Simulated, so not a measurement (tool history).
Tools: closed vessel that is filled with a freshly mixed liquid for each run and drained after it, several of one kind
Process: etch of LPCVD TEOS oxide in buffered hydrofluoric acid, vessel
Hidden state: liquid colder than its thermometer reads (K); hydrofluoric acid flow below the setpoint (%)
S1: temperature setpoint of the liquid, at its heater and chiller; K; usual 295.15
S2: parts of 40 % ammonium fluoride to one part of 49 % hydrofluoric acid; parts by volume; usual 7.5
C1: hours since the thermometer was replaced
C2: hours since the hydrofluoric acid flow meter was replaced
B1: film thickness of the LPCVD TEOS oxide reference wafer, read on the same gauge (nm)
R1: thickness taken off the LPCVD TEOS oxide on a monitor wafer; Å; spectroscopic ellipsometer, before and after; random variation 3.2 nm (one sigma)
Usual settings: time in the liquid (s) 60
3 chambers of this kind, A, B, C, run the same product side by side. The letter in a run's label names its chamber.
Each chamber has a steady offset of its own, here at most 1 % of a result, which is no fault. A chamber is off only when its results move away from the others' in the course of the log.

run 1C day=0.3 | S1=295.15 S2=7.5 time_in_the_liquid_(s)=60 | C1=301.9 C2=72.2 | B1=79.964 | R1=3696
run 2B day=0.854 | S1=295.15 S2=7.5 time_in_the_liquid_(s)=60 | C1=62.2 C2=1931 | B1=80.002 | R1=3625.1
-- day=0.862 chamber B: hydrofluoric acid flow meter replaced
run 3A day=1.225 | S1=295.15 S2=7.5 time_in_the_liquid_(s)=60 | C1=1714 C2=566.4 | B1=79.923 | R1=3671.7
run 4C day=1.579 | S1=295.15 S2=7.5 time_in_the_liquid_(s)=60 | C1=332.6 C2=102.9 | B1=80.006 | R1=3650.6
run 5B day=2.175 | S1=295.15 S2=7.5 time_in_the_liquid_(s)=60 | C1=93.9 C2=31.5 | B1=79.966 | R1=3642.5
run 6A day=2.625 | S1=295.15 S2=7.5 time_in_the_liquid_(s)=60 | C1=1747.6 C2=600 | B1=79.991 | R1=3688.9
run 7C day=3.012 | S1=295.15 S2=7.5 time_in_the_liquid_(s)=60 | C1=367 C2=137.3 | B1=79.965 | R1=3654.6
run 8B day=3.588 | S1=295.15 S2=5.5 time_in_the_liquid_(s)=95 | C1=127.8 C2=65.4 | B1=79.98 | R1=7578.6
run 9A day=3.888 | S1=295.15 S2=5.5 time_in_the_liquid_(s)=95 | C1=1777.9 C2=630.3 | B1=80.048 | R1=7702.9
run 10C day=4.321 | S1=295.15 S2=5.5 time_in_the_liquid_(s)=95 | C1=398.4 C2=168.7 | B1=80.016 | R1=7822.7
run 11B day=4.917 | S1=295.15 S2=7.5 time_in_the_liquid_(s)=60 | C1=159.7 C2=97.3 | B1=79.983 | R1=3642.3
run 12A day=5.321 | S1=295.15 S2=7.5 time_in_the_liquid_(s)=60 | C1=1812.3 C2=664.7 | B1=79.98 | R1=3645.5
run 13B day=5.725 | S1=295.15 S2=7.5 time_in_the_liquid_(s)=60 | C1=179.1 C2=116.7 | B1=80.017 | R1=3656.2
run 14C day=6.212 | S1=295.15 S2=7.5 time_in_the_liquid_(s)=60 | C1=443.8 C2=214.1 | B1=79.98 | R1=3691.4
run 15A day=6.746 | S1=295.15 S2=7.5 time_in_the_liquid_(s)=60 | C1=1846.5 C2=698.9 | B1=79.983 | R1=3657.2
run 16A day=7.046 | S1=295.15 S2=7.5 time_in_the_liquid_(s)=60 | C1=1853.7 C2=706.1 | B1=80.049 | R1=3617.7
run 17C day=7.467 | S1=295.15 S2=7.5 time_in_the_liquid_(s)=60 | C1=473.9 C2=244.2 | B1=79.98 | R1=3639.1
run 18B day=7.958 | S1=295.15 S2=7.5 time_in_the_liquid_(s)=60 | C1=232.7 C2=170.3 | B1=79.96 | R1=3610.2
run 19C day=8.471 | S1=295.15 S2=7.5 time_in_the_liquid_(s)=60 | C1=498 C2=268.3 | B1=80.07 | R1=3613.9
run 20A day=8.996 | S1=295.15 S2=7.5 time_in_the_liquid_(s)=60 | C1=1900.5 C2=752.9 | B1=80.019 | R1=3611.6
run 21B day=9.588 | S1=295.15 S2=6.5 time_in_the_liquid_(s)=45 | C1=271.8 C2=209.4 | B1=80.005 | R1=3118.2
run 22B day=10.021 | S1=295.15 S2=6.5 time_in_the_liquid_(s)=45 | C1=282.2 C2=219.8 | B1=80.016 | R1=3088.3
run 23A day=10.412 | S1=295.15 S2=6.5 time_in_the_liquid_(s)=45 | C1=1934.5 C2=786.9 | B1=80.008 | R1=3102
run 24C day=10.725 | S1=295.15 S2=7.5 time_in_the_liquid_(s)=60 | C1=552.1 C2=322.4 | B1=80.06 | R1=3597.2
run 25C day=11.171 | S1=295.15 S2=10 time_in_the_liquid_(s)=45 | C1=562.8 C2=333.1 | B1=79.954 | R1=2119.1
run 26B day=11.517 | S1=295.15 S2=10 time_in_the_liquid_(s)=45 | C1=318.1 C2=255.7 | B1=79.984 | R1=2078.9
run 27A day=11.779 | S1=295.15 S2=10 time_in_the_liquid_(s)=45 | C1=1967.3 C2=819.7 | B1=80.054 | R1=2102.8

What goes on in this fleet: one chamber off, a drifting gauge, or nothing beyond the chambers' own small offsets? Name the chamber and the cause, if any.

No chamber stands off beyond its own small offset, and the gauge holds steady.
